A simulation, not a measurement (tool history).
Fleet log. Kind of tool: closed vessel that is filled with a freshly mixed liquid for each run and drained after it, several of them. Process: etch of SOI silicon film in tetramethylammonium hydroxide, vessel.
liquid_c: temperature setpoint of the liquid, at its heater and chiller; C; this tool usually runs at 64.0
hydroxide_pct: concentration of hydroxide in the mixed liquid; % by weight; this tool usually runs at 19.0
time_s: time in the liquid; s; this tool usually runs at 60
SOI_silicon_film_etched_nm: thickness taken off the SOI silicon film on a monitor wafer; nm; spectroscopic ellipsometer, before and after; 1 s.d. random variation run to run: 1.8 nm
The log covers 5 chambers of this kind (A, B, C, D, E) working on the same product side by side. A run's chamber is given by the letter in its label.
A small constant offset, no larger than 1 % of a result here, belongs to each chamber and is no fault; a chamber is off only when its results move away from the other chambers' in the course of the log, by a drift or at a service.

run,hour,liquid_c,hydroxide_pct,time_s,"read-back film thickness of the SOI silicon film reference wafer, read on the same gauge (nm)",SOI_silicon_film_etched_nm
1D,3.6,64.0,19.0,60,100.010,244.95
2A,7.6,64.0,19.0,60,100.000,247.94
3B,11.3,64.0,19.0,60,99.979,245.40
4C,14.8,64.0,19.0,60,99.991,246.63
5E,18.0,64.0,19.0,60,100.010,243.03
# hour 19.9: chamber B: hydroxide flow meter replaced
6A,21.3,64.0,19.0,60,99.993,246.38
7B,26.2,64.0,19.0,60,99.981,249.56
8E,29.5,70.0,19.0,30,100.010,174.80
9C,32.8,70.0,19.0,30,99.994,175.01
10D,36.3,70.0,19.0,30,100.010,176.88
11A,40.1,70.0,19.0,30,99.981,177.98
# hour 42.5: chamber C: thermometer replaced
12B,43.0,70.0,19.0,30,100.010,177.03
13C,47.0,60.5,21.5,60,100.020,186.49
14E,51.8,60.5,21.5,60,100.010,185.09
15D,54.3,60.5,21.5,60,100.020,185.13
16B,56.8,60.5,21.5,60,99.986,185.86
17D,59.7,60.5,21.5,60,99.999,187.21
18A,63.0,64.0,19.0,60,99.999,243.24
19C,68.2,64.0,19.0,60,99.996,245.81
20E,72.1,64.0,19.0,40,100.020,155.99
21E,74.7,64.0,19.0,40,100.000,157.08
22D,79.5,64.0,19.0,40,99.990,163.56
23A,84.8,64.0,19.0,40,100.000,164.07
24B,89.9,64.0,19.0,40,100.000,165.11
25C,94.2,68.5,22.0,60,100.000,297.34
26E,98.0,68.5,22.0,60,99.997,277.86
27D,101.2,68.5,22.0,60,100.010,301.12
28C,105.1,68.5,22.0,60,99.989,296.42
29B,107.8,68.5,22.0,60,100.010,301.30
30A,111.3,64.0,19.0,60,99.989,247.46

Is one chamber out of step, is the gauge drifting, or do the chambers differ by no more than their own small offsets? For an off chamber, give its letter and the likeliest cause.

Little by little, chamber E moves away from the other chambers.
Likeliest cause: liquid colder than its thermometer reads (K) = 1.7.

Here are 4 candidates for chamber E's next run, each the usual settings with a change, their results left as question marks. Which one brings its results back in line with what the others give on the usual settings?
Maximum distance from the other chambers' mean on the usual settings for a result to count as in line: SOI_silicon_film_etched_nm 6.30 nm
31E-1,115.0,64.5,19.0,60,,?
31E-2,115.0,65.5,18.5,60,,?
31E-3,115.0,62.5,19.5,60,,?
31E-4,115.0,63.5,19.0,60,,?

The mean the other chambers reach with the usual settings: SOI_silicon_film_etched_nm 246.59 nm
run,SOI_silicon_film_etched_nm
31E-1,228.02
31E-2,244.85
31E-3,199.53
31E-4,214.57
31E-2 brings the chamber back in line.

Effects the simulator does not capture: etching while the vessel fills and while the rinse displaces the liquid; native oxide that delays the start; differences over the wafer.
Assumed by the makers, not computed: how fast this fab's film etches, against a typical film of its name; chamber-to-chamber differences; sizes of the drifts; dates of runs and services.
